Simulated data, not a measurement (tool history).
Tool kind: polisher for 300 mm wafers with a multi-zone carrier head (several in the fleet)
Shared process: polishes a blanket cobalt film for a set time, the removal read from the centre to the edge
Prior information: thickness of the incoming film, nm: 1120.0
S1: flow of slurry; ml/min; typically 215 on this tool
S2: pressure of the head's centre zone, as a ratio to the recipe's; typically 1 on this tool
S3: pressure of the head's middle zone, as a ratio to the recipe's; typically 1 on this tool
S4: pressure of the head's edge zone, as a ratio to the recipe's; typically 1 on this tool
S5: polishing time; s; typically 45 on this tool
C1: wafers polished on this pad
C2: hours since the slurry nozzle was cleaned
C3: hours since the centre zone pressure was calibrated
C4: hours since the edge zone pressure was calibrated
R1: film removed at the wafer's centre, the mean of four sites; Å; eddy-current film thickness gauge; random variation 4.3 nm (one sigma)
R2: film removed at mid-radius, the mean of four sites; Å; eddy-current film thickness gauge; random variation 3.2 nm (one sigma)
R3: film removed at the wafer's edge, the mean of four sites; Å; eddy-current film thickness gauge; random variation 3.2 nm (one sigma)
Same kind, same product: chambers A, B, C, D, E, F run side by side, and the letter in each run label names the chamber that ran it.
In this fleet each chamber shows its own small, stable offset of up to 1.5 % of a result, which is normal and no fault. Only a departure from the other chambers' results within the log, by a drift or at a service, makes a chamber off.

run,hour,S1,S2,S3,S4,S5,C1,C2,C3,C4,R1,R2,R3
# hour 5.8: chamber F: worn pad replaced by a new one
1A,10.6,215,1,1,1,45,1023,584.8,395,48.5,3208.3,3175.3,3203.2
2B,17.1,215,1,1,1,45,721,131.9,1066.5,247.3,3118.7,3178.7,3181.9
# hour 20.5: chamber D: worn pad replaced by a new one
# hour 22: chamber E: slurry nozzle cleaned
3E,24.4,215,1,1,1,45,1001,2.4,535.2,202.1,3183.7,3079.9,3195.8
# hour 36.5: chamber B: worn pad replaced by a new one
# hour 37.1: chamber E: worn pad replaced by a new one
4F,37.5,215,1,1,1,45,430,343.7,1074.6,152.5,3150.9,3194.6,3134.1
# hour 42: chamber D: slurry nozzle cleaned
# hour 49.9: chamber F: centre zone pressure recalibrated
5D,50.7,215,1,1,1,45,410,8.7,209,55.4,3137.2,3110,3104
# hour 55.1: chamber A: slurry nozzle cleaned
6C,64.5,215,1,1,1,45,947,238.2,820.1,268.2,3193.1,3083.7,3182.3
7C,77.1,215,1,1,1,45,1118,250.8,832.7,280.8,3143.8,3210.6,3171.3
# hour 83.6: chamber F: worn pad replaced by a new one
8B,89.9,215,1,1,1,45,724,204.7,1139.3,320.1,3176,3111.2,3176.8
# hour 100.6: chamber E: centre zone pressure recalibrated
9A,102.9,215,1,1,1,45,2274,47.9,487.3,140.8,3131.3,3135.3,3179.7
# hour 103.4: chamber C: worn pad replaced by a new one
# hour 110.6: chamber B: worn pad replaced by a new one
10D,113.7,190,1.05,1,1,45,1264,71.7,272,118.4,3308.3,3067.9,3071.9
# hour 113.9: chamber E: worn pad replaced by a new one
11E,120.4,190,1.05,1,1,45,88,98.4,19.9,298.1,3197.7,3118.9,3150.4
12F,128.4,190,1.05,1,1,45,608,434.6,78.6,243.4,3234.9,3101.5,3042.1
# hour 131.6: chamber A: centre zone pressure recalibrated
# hour 138.2: chamber D: worn pad replaced by a new one
13C,141.7,190,1.05,1,1,45,519,315.4,897.3,345.4,3298.4,3128.9,3124.3
14B,151.2,190,1.05,1,1,45,551,266,1200.6,381.4,3260,3153,3159.5
# hour 159.6: chamber B: centre zone pressure recalibrated
15E,161.6,190,1.05,1,1,45,647,139.6,61.1,339.3,3260.3,3165.9,3146.8
# hour 163.8: chamber F: worn pad replaced by a new one
16D,172.9,215,1,1,1,45,471,130.9,331.2,177.6,3169.4,3120.6,3088.8
# hour 176.4: chamber C: slurry nozzle cleaned
17A,179.8,215,1,1,1,45,3317,124.8,48.3,217.7,3032.5,3006.1,3057.9
18F,191.9,215,1,1,1,45,382,498.1,142.1,306.9,3138.9,3101.1,3115.8
# hour 192.1: chamber E: worn pad replaced by a new one
# hour 196.6: chamber B: worn pad replaced by a new one
# hour 198.9: chamber C: worn pad replaced by a new one
19E,203.2,215,1,1,1,45,151,181.2,102.7,380.9,3090.7,3144.7,3254.3
20D,215.9,215,1,1,0.9,45,1054,173.9,374.2,220.6,3139.1,3089.1,2971.4
# hour 228.1: chamber D: worn pad replaced by a new one
21A,229.8,215,1,1,0.9,45,3995,174.8,98.3,267.7,3049.7,3027.1,2897.2
# hour 233.2: chamber B: slurry nozzle cleaned
22C,235.9,215,1,1,0.9,45,501,59.6,991.5,439.6,3135.3,3144,3055
23B,242.9,215,1,1,0.9,45,628,9.8,83.3,473.1,3135.7,3136.9,2993.8
# hour 244: chamber F: worn pad replaced by a new one
24F,254.7,215,1,1,0.9,45,145,560.9,204.9,369.7,3175.7,3152.1,2992.5
25A,264.1,215,1,1,0.9,45,4460,209.1,132.6,302,2944.7,2990.5,2819
# hour 266.1: chamber E: edge zone pressure recalibrated
# hour 266.2: chamber E: worn pad replaced by a new one
26F,271.1,215,1,1,1,45,367,577.3,221.3,386.1,3148.8,3165.2,3123
27E,282.5,215,1,1,1,45,222,260.5,182,16.4,3221.7,3181.1,3186
# hour 287.6: chamber B: worn pad replaced by a new one
# hour 291.9: chamber C: worn pad replaced by a new one
28C,294.5,215,1,1,1,45,36,118.2,1050.1,498.2,3142.4,3245.4,3150.6
# hour 302.3: chamber D: centre zone pressure recalibrated
29B,303.7,215,1,1,1,45,219,70.6,144.1,533.9,3233.8,3172.7,3202.2
# hour 306.4: chamber C: edge zone pressure recalibrated
# hour 315.2: chamber F: slurry nozzle cleaned
30D,317.6,215,1,1,1,45,1213,275.6,15.4,322.3,3158.4,3107.7,3134.8
# hour 328.5: chamber F: worn pad replaced by a new one
31E,331.5,215,1,1,1,45,886,309.5,231,65.4,3206.8,3149.6,3169.5
32B,339.8,215,1,1,1,45,708,106.7,180.2,570,3164,3169.4,3145.8
# hour 345: chamber D: worn pad replaced by a new one
33C,346.9,215,1,1,1,45,746,170.6,1102.5,40.6,3194.6,3158.7,3163.6
34D,359,215,1,1,1,45,189,317,56.8,363.7,3190.7,3168.8,3175.8
35A,367.8,215,1,1,1,45,5866,312.8,236.3,405.7,2838.1,2871.2,2911.6
36F,376.5,215,1,1,1,45,651,61.4,326.7,491.5,3226.8,3153.5,3192
37F,388.9,215,1,1.07,1.1,45,819,73.8,339.1,503.9,3153.4,3392.8,3280.4
38C,401.3,215,1,1.07,1.1,45,1484,225,1156.9,95,3190.1,3311.2,3286.9
39A,409.5,215,1,1.07,1.1,45,6431,354.5,278,447.4,2807.8,3035.2,2983.8

Next, every chamber runs the same settings. What will each give?
40A,419.6,215,1,1,1,45,,,,,?,?,?
40B,419.6,215,1,1,1,45,,,,,?,?,?
40C,419.6,215,1,1,1,45,,,,,?,?,?
40D,419.6,215,1,1,1,45,,,,,?,?,?
40E,419.6,215,1,1,1,45,,,,,?,?,?
40F,419.6,215,1,1,1,45,,,,,?,?,?

run,R1,R2,R3
40A,2808,2841.5,2805.8
40B,3178.6,3164.9,3155.1
40C,3157.1,3154.9,3218.8
40D,3132.5,3151.3,3133.7
40E,3162.3,3123.2,3118.1
40F,3122.8,3160.8,3124.8
